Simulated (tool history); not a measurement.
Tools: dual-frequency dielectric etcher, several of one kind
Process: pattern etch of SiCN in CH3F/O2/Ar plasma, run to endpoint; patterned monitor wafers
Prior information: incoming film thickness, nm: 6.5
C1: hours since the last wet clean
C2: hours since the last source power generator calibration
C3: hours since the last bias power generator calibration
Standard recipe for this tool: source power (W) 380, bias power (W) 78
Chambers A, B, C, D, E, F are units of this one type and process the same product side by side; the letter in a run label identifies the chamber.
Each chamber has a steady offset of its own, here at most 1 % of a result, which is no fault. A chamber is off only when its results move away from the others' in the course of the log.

Run 1B, day 0.429: usual settings; C1 152.3; C2 1615.5; C3 321.9. Result: endpoint time (s) 17.348.
Run 2F, day 0.738: usual settings; C1 286.6; C2 2034.7; C3 1708.4. Result: endpoint time (s) 17.295.
Run 3A, day 1.112: usual settings; C1 192.6; C2 2289.2; C3 1753.4. Result: endpoint time (s) 16.96.
Run 4E, day 1.375: usual settings; C1 114.9; C2 2527.6; C3 1453.1. Result: endpoint time (s) 17.079.
Run 5D, day 1.804: usual settings; C1 168.7; C2 1957.5; C3 3432.3. Result: endpoint time (s) 17.25.
Run 6C, day 2.317: usual settings; C1 306; C2 1025.9; C3 1097.1. Result: endpoint time (s) 17.058.
Run 7C, day 2.738: usual settings; C1 316.1; C2 1036; C3 1107.2. Result: endpoint time (s) 17.083.
Run 8E, day 3.254: usual settings; C1 160; C2 2572.7; C3 1498.2. Result: endpoint time (s) 17.052.
Run 9A, day 3.529: usual settings; C1 250.6; C2 2347.2; C3 1811.4. Result: endpoint time (s) 16.985.
Run 10B, day 3.983: usual settings; C1 237.6; C2 1700.8; C3 407.2. Result: endpoint time (s) 17.258.
Run 11F, day 4.262: usual settings; C1 371.2; C2 2119.3; C3 1793. Result: endpoint time (s) 17.128.
Run 12D, day 4.742: usual settings; C1 239.2; C2 2028; C3 3502.8. Result: endpoint time (s) 17.21.
Run 13E, day 5.154: usual settings; C1 205.6; C2 2618.3; C3 1543.8. Result: endpoint time (s) 16.999.
Run 14D, day 5.388: usual settings; C1 254.7; C2 2043.5; C3 3518.3. Result: endpoint time (s) 17.225.
Run 15A, day 5.658: usual settings; C1 301.7; C2 2398.3; C3 1862.5. Result: endpoint time (s) 17.081.
Run 16F, day 5.883: usual settings; C1 410.1; C2 2158.2; C3 1831.9. Result: endpoint time (s) 17.197.
Run 17B, day 6.129: usual settings; C1 289.1; C2 1752.3; C3 458.7. Result: endpoint time (s) 17.303.
Run 18C, day 6.55: usual settings; C1 407.6; C2 1127.5; C3 1198.7. Result: endpoint time (s) 16.993.
Run 19B, day 6.95: usual settings; C1 308.8; C2 1772; C3 478.4. Result: endpoint time (s) 17.303.
Run 20C, day 7.308: usual settings; C1 425.8; C2 1145.7; C3 1216.9. Result: endpoint time (s) 17.149.
Run 21E, day 7.533: usual settings; C1 262.7; C2 2675.4; C3 1600.9. Result: endpoint time (s) 17.059.
Run 22D, day 7.996: usual settings; C1 317.3; C2 2106.1; C3 3580.9. Result: endpoint time (s) 17.213.
Run 23A, day 8.396: usual settings; C1 367.4; C2 2464; C3 1928.2. Result: endpoint time (s) 17.133.
Run 24F, day 8.696: usual settings; C1 477.6; C2 2225.7; C3 1899.4. Result: endpoint time (s) 17.228.
Run 25F, day 8.946: usual settings; C1 483.6; C2 2231.7; C3 1905.4. Result: endpoint time (s) 17.185.
At day 9.229: chamber F: bias power generator calibrated.
Run 26B, day 9.433: usual settings; C1 368.4; C2 1831.6; C3 538. Result: endpoint time (s) 17.228.
Run 27C, day 9.667: usual settings; C1 482.4; C2 1202.3; C3 1273.5. Result: endpoint time (s) 17.057.
Run 28D, day 10.125: usual settings but source power (W) 330, bias power (W) 95; C1 368.4; C2 2157.2; C3 3632. Result: endpoint time (s) 16.754.
At day 10.246: chamber F: wet clean of the chamber.
Run 29A, day 10.479: usual settings but source power (W) 330, bias power (W) 95; C1 417.4; C2 2514; C3 1978.2. Result: endpoint time (s) 16.708.
Run 30E, day 10.775: usual settings but source power (W) 330, bias power (W) 95; C1 340.5; C2 2753.2; C3 1678.7. Result: endpoint time (s) 16.657.
Run 31D, day 11.079: usual settings but source power (W) 330, bias power (W) 95; C1 391.3; C2 2180.1; C3 3654.9. Result: endpoint time (s) 16.923.
Run 32B, day 11.483: usual settings but source power (W) 330, bias power (W) 95; C1 417.6; C2 1880.8; C3 587.2. Result: endpoint time (s) 17.022.
Run 33A, day 11.875: usual settings but source power (W) 330, bias power (W) 95; C1 450.9; C2 2547.5; C3 2011.7. Result: endpoint time (s) 16.659.
Run 34E, day 12.117: usual settings; C1 372.7; C2 2785.4; C3 1710.9. Result: endpoint time (s) 17.005.
Run 35F, day 12.396: usual settings; C1 51.7; C2 2314.5; C3 76. Result: endpoint time (s) 17.33.
Run 36C, day 12.725: usual settings; C1 555.8; C2 1275.7; C3 1346.9. Result: endpoint time (s) 17.107.
Run 37B, day 13.054: usual settings; C1 455.3; C2 1918.5; C3 624.9. Result: endpoint time (s) 17.337.
Run 38E, day 13.412: usual settings; C1 403.8; C2 2816.5; C3 1742. Result: endpoint time (s) 17.003.

All chambers now run identical settings, listed one chamber a line with results as question marks. What results will each chamber show?
Run 39A, day 13.788: usual settings. Result: endpoint time (s) ?.
Run 39B, day 13.788: usual settings. Result: endpoint time (s) ?.
Run 39C, day 13.788: usual settings. Result: endpoint time (s) ?.
Run 39D, day 13.788: usual settings. Result: endpoint time (s) ?.
Run 39E, day 13.788: usual settings. Result: endpoint time (s) ?.
Run 39F, day 13.788: usual settings. Result: endpoint time (s) ?.

run  endpoint time (s)
39A             17.044
39B             17.337
39C             17.139
39D              17.25
39E             17.166
39F             17.157
